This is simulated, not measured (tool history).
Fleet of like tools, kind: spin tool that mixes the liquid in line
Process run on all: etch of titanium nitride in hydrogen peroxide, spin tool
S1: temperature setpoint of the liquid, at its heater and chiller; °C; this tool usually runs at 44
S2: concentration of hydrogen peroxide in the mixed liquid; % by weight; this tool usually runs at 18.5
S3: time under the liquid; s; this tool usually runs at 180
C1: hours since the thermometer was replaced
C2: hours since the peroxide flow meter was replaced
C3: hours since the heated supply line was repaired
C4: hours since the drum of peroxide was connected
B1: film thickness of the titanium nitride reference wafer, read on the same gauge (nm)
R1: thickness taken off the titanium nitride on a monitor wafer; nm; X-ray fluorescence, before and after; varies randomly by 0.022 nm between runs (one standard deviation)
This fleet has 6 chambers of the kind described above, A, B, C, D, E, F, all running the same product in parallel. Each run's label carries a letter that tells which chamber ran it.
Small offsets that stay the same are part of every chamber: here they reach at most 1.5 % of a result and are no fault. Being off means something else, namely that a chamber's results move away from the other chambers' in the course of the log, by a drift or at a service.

{"run": "1B", "hour": 8.3, "S1": 44, "S2": 18.5, "S3": 180, "C1": 121.9, "C2": 386.5, "C3": 2299.2, "C4": 459.3, "B1": 140.01, "R1": 3.7229}
{"run": "2D", "hour": 12.4, "S1": 44, "S2": 18.5, "S3": 180, "C1": 138.5, "C2": 115.8, "C3": 602.6, "C4": 516.1, "B1": 140.03, "R1": 3.7349}
{"run": "3F", "hour": 19.9, "S1": 44, "S2": 18.5, "S3": 180, "C1": 923.1, "C2": 602.9, "C3": 2054.1, "C4": 1232.7, "B1": 140.03, "R1": 3.7046}
{"run": "4E", "hour": 24.9, "S1": 44, "S2": 18.5, "S3": 180, "C1": 68.2, "C2": 298.4, "C3": 382.9, "C4": 667.6, "B1": 139.98, "R1": 3.7444}
{"run": "5A", "hour": 30.7, "S1": 44, "S2": 18.5, "S3": 180, "C1": 514.7, "C2": 1146.1, "C3": 1407.3, "C4": 354.9, "B1": 140.03, "R1": 3.7604}
{"run": "6C", "hour": 35.1, "S1": 44, "S2": 16, "S3": 180, "C1": 458.1, "C2": 355.3, "C3": 1039.4, "C4": 109.3, "B1": 140.03, "R1": 3.6103}
{"run": "7A", "hour": 42.1, "S1": 44, "S2": 16, "S3": 180, "C1": 526.1, "C2": 1157.5, "C3": 1418.7, "C4": 366.3, "B1": 140.03, "R1": 3.6397}
{"run": "8D", "hour": 46.1, "S1": 44, "S2": 16, "S3": 180, "C1": 172.2, "C2": 149.5, "C3": 636.3, "C4": 549.8, "B1": 139.99, "R1": 3.5843}
{"hour": 49.4, "done": "chamber F: peroxide flow meter replaced"}
{"run": "9B", "hour": 53.1, "S1": 44, "S2": 16, "S3": 180, "C1": 166.7, "C2": 431.3, "C3": 2344, "C4": 504.1, "B1": 139.99, "R1": 3.6082}
{"run": "10E", "hour": 58.4, "S1": 44, "S2": 16, "S3": 180, "C1": 101.7, "C2": 331.9, "C3": 416.4, "C4": 701.1, "B1": 140, "R1": 3.6243}
{"run": "11F", "hour": 64.8, "S1": 44, "S2": 16, "S3": 180, "C1": 968, "C2": 15.4, "C3": 2099, "C4": 1277.6, "B1": 140.02, "R1": 3.6045}
{"run": "12C", "hour": 69.3, "S1": 44, "S2": 18.5, "S3": 180, "C1": 492.3, "C2": 389.5, "C3": 1073.6, "C4": 143.5, "B1": 139.96, "R1": 3.6987}
{"run": "13C", "hour": 74.7, "S1": 44, "S2": 18.5, "S3": 180, "C1": 497.7, "C2": 394.9, "C3": 1079, "C4": 148.9, "B1": 139.96, "R1": 3.7314}
{"run": "14D", "hour": 79.1, "S1": 44, "S2": 18.5, "S3": 180, "C1": 205.2, "C2": 182.5, "C3": 669.3, "C4": 582.8, "B1": 139.97, "R1": 3.7257}
{"run": "15B", "hour": 85.7, "S1": 44, "S2": 18.5, "S3": 180, "C1": 199.3, "C2": 463.9, "C3": 2376.6, "C4": 536.7, "B1": 139.96, "R1": 3.7587}
{"run": "16E", "hour": 90.2, "S1": 44, "S2": 18.5, "S3": 180, "C1": 133.5, "C2": 363.7, "C3": 448.2, "C4": 732.9, "B1": 140.01, "R1": 3.7555}
{"hour": 91.8, "done": "chamber B: new drum of peroxide connected"}
{"run": "17A", "hour": 95.8, "S1": 44, "S2": 18.5, "S3": 180, "C1": 579.8, "C2": 1211.2, "C3": 1472.4, "C4": 420, "B1": 140, "R1": 3.7471}
{"run": "18F", "hour": 99.8, "S1": 44, "S2": 18.5, "S3": 180, "C1": 1003, "C2": 50.4, "C3": 2134, "C4": 1312.6, "B1": 140, "R1": 3.7382}
{"run": "19F", "hour": 103.9, "S1": 44, "S2": 18.5, "S3": 180, "C1": 1007.1, "C2": 54.5, "C3": 2138.1, "C4": 1316.7, "B1": 140, "R1": 3.7206}
{"run": "20A", "hour": 112.2, "S1": 44, "S2": 18.5, "S3": 180, "C1": 596.2, "C2": 1227.6, "C3": 1488.8, "C4": 436.4, "B1": 140.02, "R1": 3.7557}
{"hour": 117.2, "done": "chamber E: new drum of peroxide connected"}
{"run": "21B", "hour": 117.9, "S1": 44, "S2": 18.5, "S3": 180, "C1": 231.5, "C2": 496.1, "C3": 2408.8, "C4": 26.2, "B1": 140, "R1": 3.7731}
{"run": "22D", "hour": 123.9, "S1": 44, "S2": 18.5, "S3": 180, "C1": 250, "C2": 227.3, "C3": 714.1, "C4": 627.6, "B1": 140.01, "R1": 3.7244}
{"run": "23C", "hour": 131.4, "S1": 44, "S2": 18.5, "S3": 180, "C1": 554.4, "C2": 451.6, "C3": 1135.7, "C4": 205.6, "B1": 139.99, "R1": 3.7434}
{"run": "24E", "hour": 135.9, "S1": 44, "S2": 18.5, "S3": 180, "C1": 179.2, "C2": 409.4, "C3": 493.9, "C4": 18.7, "B1": 140.01, "R1": 3.7333}
{"run": "25D", "hour": 142.8, "S1": 44, "S2": 16, "S3": 100, "C1": 268.9, "C2": 246.2, "C3": 733, "C4": 646.5, "B1": 140.01, "R1": 2.0067}
{"run": "26B", "hour": 146.6, "S1": 44, "S2": 16, "S3": 100, "C1": 260.2, "C2": 524.8, "C3": 2437.5, "C4": 54.9, "B1": 139.99, "R1": 2.0567}
{"hour": 150.4, "done": "chamber C: thermometer replaced"}
{"run": "27C", "hour": 152.1, "S1": 44, "S2": 16, "S3": 100, "C1": 1.8, "C2": 472.3, "C3": 1156.4, "C4": 226.3, "B1": 139.96, "R1": 1.9853}
{"run": "28F", "hour": 155.9, "S1": 44, "S2": 16, "S3": 100, "C1": 1059.1, "C2": 106.5, "C3": 2190.1, "C4": 1368.7, "B1": 139.99, "R1": 2.0111}
{"run": "29E", "hour": 160.5, "S1": 44, "S2": 16, "S3": 100, "C1": 203.8, "C2": 434, "C3": 518.5, "C4": 43.3, "B1": 139.96, "R1": 2.0074}
{"run": "30A", "hour": 167.0, "S1": 44, "S2": 16, "S3": 100, "C1": 651, "C2": 1282.4, "C3": 1543.6, "C4": 491.2, "B1": 140, "R1": 2.0167}
{"run": "31D", "hour": 173.6, "S1": 44, "S2": 18.5, "S3": 90, "C1": 299.7, "C2": 277, "C3": 763.8, "C4": 677.3, "B1": 140.01, "R1": 1.8554}
{"run": "32F", "hour": 181.4, "S1": 44, "S2": 18.5, "S3": 90, "C1": 1084.6, "C2": 132, "C3": 2215.6, "C4": 1394.2, "B1": 139.98, "R1": 1.8701}
{"hour": 187.9, "done": "chamber B: heated supply line repaired"}
{"run": "33A", "hour": 188.8, "S1": 44, "S2": 18.5, "S3": 90, "C1": 672.8, "C2": 1304.2, "C3": 1565.4, "C4": 513, "B1": 139.99, "R1": 1.8796}
{"run": "34C", "hour": 192.4, "S1": 44, "S2": 18.5, "S3": 90, "C1": 42.1, "C2": 512.6, "C3": 1196.7, "C4": 266.6, "B1": 140, "R1": 1.8572}
{"run": "35E", "hour": 196.7, "S1": 44, "S2": 18.5, "S3": 90, "C1": 240, "C2": 470.2, "C3": 554.7, "C4": 79.5, "B1": 140.01, "R1": 1.857}
{"run": "36B", "hour": 204.3, "S1": 44, "S2": 18.5, "S3": 90, "C1": 317.9, "C2": 582.5, "C3": 16.5, "C4": 112.6, "B1": 140.08, "R1": 1.9572}
{"run": "37E", "hour": 211.8, "S1": 39.5, "S2": 18.5, "S3": 180, "C1": 255.1, "C2": 485.3, "C3": 569.8, "C4": 94.6, "B1": 139.98, "R1": 2.6447}
{"run": "38C", "hour": 218.5, "S1": 39.5, "S2": 18.5, "S3": 180, "C1": 68.2, "C2": 538.7, "C3": 1222.8, "C4": 292.7, "B1": 140, "R1": 2.6656}
{"run": "39F", "hour": 223.9, "S1": 39.5, "S2": 18.5, "S3": 180, "C1": 1127.1, "C2": 174.5, "C3": 2258.1, "C4": 1436.7, "B1": 140.02, "R1": 2.6476}
{"run": "40A", "hour": 229.8, "S1": 39.5, "S2": 18.5, "S3": 180, "C1": 713.8, "C2": 1345.2, "C3": 1606.4, "C4": 554, "B1": 139.97, "R1": 2.6602}
{"run": "41D", "hour": 236.4, "S1": 39.5, "S2": 18.5, "S3": 180, "C1": 362.5, "C2": 339.8, "C3": 826.6, "C4": 740.1, "B1": 139.99, "R1": 2.6333}
{"run": "42B", "hour": 241.9, "S1": 39.5, "S2": 18.5, "S3": 180, "C1": 355.5, "C2": 620.1, "C3": 54.1, "C4": 150.2, "B1": 139.99, "R1": 2.8115}
{"run": "43B", "hour": 248.7, "S1": 44, "S2": 18.5, "S3": 180, "C1": 362.3, "C2": 626.9, "C3": 60.9, "C4": 157, "B1": 140.05, "R1": 3.9405}
{"run": "44A", "hour": 255.1, "S1": 44, "S2": 18.5, "S3": 180, "C1": 739.1, "C2": 1370.5, "C3": 1631.7, "C4": 579.3, "B1": 140.03, "R1": 3.7747}

Decide between three cases: one chamber stands off from its peers, the gauge reading all wafers drifts, or nothing is wrong past each chamber's small offset. Where a chamber is off, say which and what most likely put it there.

One chamber, B, drifts off from the rest bit by bit.
Likeliest cause: liquid hotter than its thermometer reads (K) = 0.863.

Which of the 4 candidates below, each the usual settings with something changed and its results left as question marks, puts chamber B back in line with what the other chambers give on the usual settings?
To be in line, a result may differ from the other chambers' mean on the usual settings by at most: R1 0.076 nm
{"run": "45B-1", "hour": 261.0, "S1": 44.5, "S2": 18.5, "S3": 185, "R1": "?"}
{"run": "45B-2", "hour": 261.0, "S1": 45, "S2": 18.5, "S3": 185, "R1": "?"}
{"run": "45B-3", "hour": 261.0, "S1": 43, "S2": 18.5, "S3": 175, "R1": "?"}
{"run": "45B-4", "hour": 261.0, "S1": 44, "S2": 18.5, "S3": 170, "R1": "?"}

Usual-settings mean across the other chambers: R1 3.7346 nm
run=45B-1 R1=4.2204
run=45B-2 R1=4.38
run=45B-3 R1=3.5717
run=45B-4 R1=3.7364
It is 45B-4 that realigns the chamber with its peers.
